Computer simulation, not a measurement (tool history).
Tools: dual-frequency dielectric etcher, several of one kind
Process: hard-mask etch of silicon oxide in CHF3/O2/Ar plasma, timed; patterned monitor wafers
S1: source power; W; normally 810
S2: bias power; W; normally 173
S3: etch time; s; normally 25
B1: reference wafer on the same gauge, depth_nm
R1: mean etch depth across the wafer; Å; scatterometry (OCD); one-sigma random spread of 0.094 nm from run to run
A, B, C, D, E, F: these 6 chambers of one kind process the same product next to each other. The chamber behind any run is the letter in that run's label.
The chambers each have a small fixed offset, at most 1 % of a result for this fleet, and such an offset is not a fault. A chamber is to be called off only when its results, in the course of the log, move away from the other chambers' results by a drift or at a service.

run,hour,S1,S2,S3,B1,R1
1C,4.6,810,173,25,57.165,546.22
2F,7.9,810,173,25,57.194,550.86
3D,12.4,810,173,25,57.175,552.35
4A,16.1,810,173,25,57.160,548.25
5E,18.7,810,173,25,57.169,547.07
6B,22.4,810,173,25,57.131,543.92
7F,26.8,810,173,25,57.125,551.53
8C,29.4,810,173,25,57.103,544.75
9A,32.9,810,173,25,57.075,548.00
10B,36.9,810,173,25,57.097,542.85
11D,40.1,810,173,25,57.097,549.84
12E,43.3,810,173,25,57.065,546.63
13C,47.8,810,173,25,57.082,546.18
14E,50.2,810,150,25,57.051,520.60
15F,54.7,810,150,25,57.055,524.32
16D,58.9,810,150,25,57.021,523.52
17B,62.3,810,150,25,57.024,516.29
18A,64.4,810,150,25,57.033,522.33
19C,67.2,810,150,25,57.036,519.82
20B,71.1,810,173,25,57.040,539.90
21F,75.7,810,173,25,57.025,548.50
22A,80.0,810,173,25,56.987,547.83
23E,82.5,810,173,25,56.956,545.61
24D,85.3,810,173,25,56.944,547.48
25E,89.8,810,173,25,56.961,542.92
26D,92.0,810,173,25,56.955,548.07
27C,94.7,810,173,25,56.949,544.31
# hour 95.3: chamber A: wet clean of the chamber
28A,98.6,810,173,25,56.945,547.72
# hour 101.0: chamber D: wet clean of the chamber
29B,103.0,810,173,25,56.943,543.01
30F,105.2,810,173,25,56.912,548.11
31B,109.7,810,173,25,56.905,539.92
32E,112.3,810,173,25,56.896,544.01
33D,116.3,810,173,25,56.889,547.37
34F,120.3,810,173,25,56.857,546.36
35C,124.4,810,173,25,56.848,542.20
36A,127.5,810,173,25,56.854,545.60
37B,131.3,990,173,25,56.830,583.36
38E,134.5,990,173,25,56.835,588.14
39D,138.5,990,173,25,56.803,589.79
40F,142.6,990,173,25,56.816,589.93

Which is it: a chamber that has drifted or been left off by a service, a gauge drift common to all chambers, or only each chamber's usual small offset? If a chamber is off, name it and its likeliest cause.

The gauge drifts, so all chambers seem to drift together. No chamber is off.
What lies behind it: gauge reads low (%) = 0.7.
